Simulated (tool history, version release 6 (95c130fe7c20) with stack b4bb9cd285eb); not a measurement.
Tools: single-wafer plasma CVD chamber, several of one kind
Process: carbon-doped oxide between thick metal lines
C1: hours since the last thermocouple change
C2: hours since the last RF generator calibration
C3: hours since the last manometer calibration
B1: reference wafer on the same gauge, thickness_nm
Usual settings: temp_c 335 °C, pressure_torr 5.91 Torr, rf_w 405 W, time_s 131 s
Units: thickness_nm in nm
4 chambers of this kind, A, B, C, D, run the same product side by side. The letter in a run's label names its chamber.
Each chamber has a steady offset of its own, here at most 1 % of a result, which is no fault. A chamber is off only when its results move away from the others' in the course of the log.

run 1D hour=3.1 | temp_c=335 pressure_torr=5.91 rf_w=405 time_s=131 | C1=913.7 C2=1142.7 C3=615.4 | B1=696.04 | thickness_nm=607.29
run 2A hour=8.9 | temp_c=335 pressure_torr=5.91 rf_w=405 time_s=131 | C1=1208 C2=627.7 C3=767.7 | B1=695.8 | thickness_nm=605.97
run 3B hour=13.3 | temp_c=335 pressure_torr=5.91 rf_w=405 time_s=131 | C1=380 C2=1575.4 C3=1199.6 | B1=695.75 | thickness_nm=608.05
run 4C hour=17.2 | temp_c=335 pressure_torr=5.91 rf_w=405 time_s=131 | C1=1270.2 C2=933.4 C3=380.4 | B1=695.38 | thickness_nm=613.89
run 5D hour=21.3 | temp_c=335 pressure_torr=5.91 rf_w=405 time_s=131 | C1=931.9 C2=1160.9 C3=633.6 | B1=695.7 | thickness_nm=606.4
run 6A hour=26.5 | temp_c=335 pressure_torr=5.91 rf_w=405 time_s=131 | C1=1225.6 C2=645.3 C3=785.3 | B1=695.46 | thickness_nm=607.06
run 7C hour=30.2 | temp_c=335 pressure_torr=7.12 rf_w=405 time_s=131 | C1=1283.2 C2=946.4 C3=393.4 | B1=695.53 | thickness_nm=626.76
run 8B hour=34.4 | temp_c=335 pressure_torr=7.12 rf_w=405 time_s=131 | C1=401.1 C2=1596.5 C3=1220.7 | B1=695.41 | thickness_nm=620.46
run 9A hour=40.6 | temp_c=335 pressure_torr=7.12 rf_w=405 time_s=131 | C1=1239.7 C2=659.4 C3=799.4 | B1=695.23 | thickness_nm=618.17
run 10C hour=44 | temp_c=335 pressure_torr=7.12 rf_w=405 time_s=131 | C1=1297 C2=960.2 C3=407.2 | B1=694.95 | thickness_nm=625.28
run 11B hour=49.9 | temp_c=335 pressure_torr=5.91 rf_w=405 time_s=131 | C1=416.6 C2=1612 C3=1236.2 | B1=694.85 | thickness_nm=606.31
run 12D hour=55.7 | temp_c=335 pressure_torr=5.91 rf_w=405 time_s=131 | C1=966.3 C2=1195.3 C3=668 | B1=694.69 | thickness_nm=604.75
run 13A hour=59.2 | temp_c=335 pressure_torr=5.17 rf_w=405 time_s=145 | C1=1258.3 C2=678 C3=818 | B1=694.36 | thickness_nm=658.08
run 14B hour=64.4 | temp_c=335 pressure_torr=5.17 rf_w=405 time_s=145 | C1=431.1 C2=1626.5 C3=1250.7 | B1=694.46 | thickness_nm=662.17
run 15C hour=69.9 | temp_c=335 pressure_torr=5.17 rf_w=405 time_s=145 | C1=1322.9 C2=986.1 C3=433.1 | B1=694.32 | thickness_nm=666.12
run 16D hour=75 | temp_c=335 pressure_torr=5.17 rf_w=405 time_s=145 | C1=985.6 C2=1214.6 C3=687.3 | B1=694.11 | thickness_nm=658.79
run 17D hour=77.9 | temp_c=335 pressure_torr=5.91 rf_w=405 time_s=131 | C1=988.5 C2=1217.5 C3=690.2 | B1=694.38 | thickness_nm=606.02
run 18A hour=83.8 | temp_c=335 pressure_torr=5.91 rf_w=405 time_s=131 | C1=1282.9 C2=702.6 C3=842.6 | B1=694.13 | thickness_nm=605.4
run 19C hour=90 | temp_c=335 pressure_torr=5.91 rf_w=405 time_s=131 | C1=1343 C2=1006.2 C3=453.2 | B1=693.91 | thickness_nm=612.93
run 20B hour=93 | temp_c=335 pressure_torr=5.91 rf_w=405 time_s=121 | C1=459.7 C2=1655.1 C3=1279.3 | B1=693.86 | thickness_nm=560.52
run 21D hour=99.2 | temp_c=335 pressure_torr=5.91 rf_w=405 time_s=121 | C1=1009.8 C2=1238.8 C3=711.5 | B1=693.65 | thickness_nm=558.09
run 22B hour=103.8 | temp_c=335 pressure_torr=5.91 rf_w=405 time_s=121 | C1=470.5 C2=1665.9 C3=1290.1 | B1=693.34 | thickness_nm=559.75
run 23A hour=109.3 | temp_c=335 pressure_torr=5.91 rf_w=405 time_s=121 | C1=1308.4 C2=728.1 C3=868.1 | B1=693.51 | thickness_nm=559.35
run 24C hour=113 | temp_c=335 pressure_torr=5.91 rf_w=405 time_s=131 | C1=1366 C2=1029.2 C3=476.2 | B1=693.38 | thickness_nm=612.51
run 25C hour=118.1 | temp_c=335 pressure_torr=5.91 rf_w=405 time_s=131 | C1=1371.1 C2=1034.3 C3=481.3 | B1=693.22 | thickness_nm=611.51
run 26A hour=123.3 | temp_c=335 pressure_torr=5.91 rf_w=405 time_s=131 | C1=1322.4 C2=742.1 C3=882.1 | B1=693.18 | thickness_nm=603.99
run 27B hour=127.6 | temp_c=335 pressure_torr=5.91 rf_w=405 time_s=131 | C1=494.3 C2=1689.7 C3=1313.9 | B1=692.84 | thickness_nm=606.1
run 28D hour=133 | temp_c=335 pressure_torr=5.91 rf_w=405 time_s=131 | C1=1043.6 C2=1272.6 C3=745.3 | B1=692.87 | thickness_nm=603.93
run 29A hour=135.9 | temp_c=335 pressure_torr=5.91 rf_w=405 time_s=131 | C1=1335 C2=754.7 C3=894.7 | B1=692.75 | thickness_nm=604.97
run 30B hour=140 | temp_c=335 pressure_torr=5.91 rf_w=405 time_s=131 | C1=506.7 C2=1702.1 C3=1326.3 | B1=692.78 | thickness_nm=604.71
run 31D hour=143.3 | temp_c=335 pressure_torr=5.91 rf_w=405 time_s=131 | C1=1053.9 C2=1282.9 C3=755.6 | B1=692.52 | thickness_nm=604.17
run 32C hour=148.2 | temp_c=335 pressure_torr=5.91 rf_w=405 time_s=131 | C1=1401.2 C2=1064.4 C3=511.4 | B1=692.69 | thickness_nm=610.09
run 33A hour=154.2 | temp_c=325 pressure_torr=5.91 rf_w=485 time_s=131 | C1=1353.3 C2=773 C3=913 | B1=692.61 | thickness_nm=704.47

All 4 chambers run these settings next. Forecast each chamber's results:
run 34A hour=158.9 | temp_c=335 pressure_torr=5.91 rf_w=405 time_s=131 | thickness_nm=?
run 34B hour=158.9 | temp_c=335 pressure_torr=5.91 rf_w=405 time_s=131 | thickness_nm=?
run 34C hour=158.9 | temp_c=335 pressure_torr=5.91 rf_w=405 time_s=131 | thickness_nm=?
run 34D hour=158.9 | temp_c=335 pressure_torr=5.91 rf_w=405 time_s=131 | thickness_nm=?

run=34A thickness_nm=603.8
run=34B thickness_nm=604.55
run=34C thickness_nm=610.17
run=34D thickness_nm=604.57

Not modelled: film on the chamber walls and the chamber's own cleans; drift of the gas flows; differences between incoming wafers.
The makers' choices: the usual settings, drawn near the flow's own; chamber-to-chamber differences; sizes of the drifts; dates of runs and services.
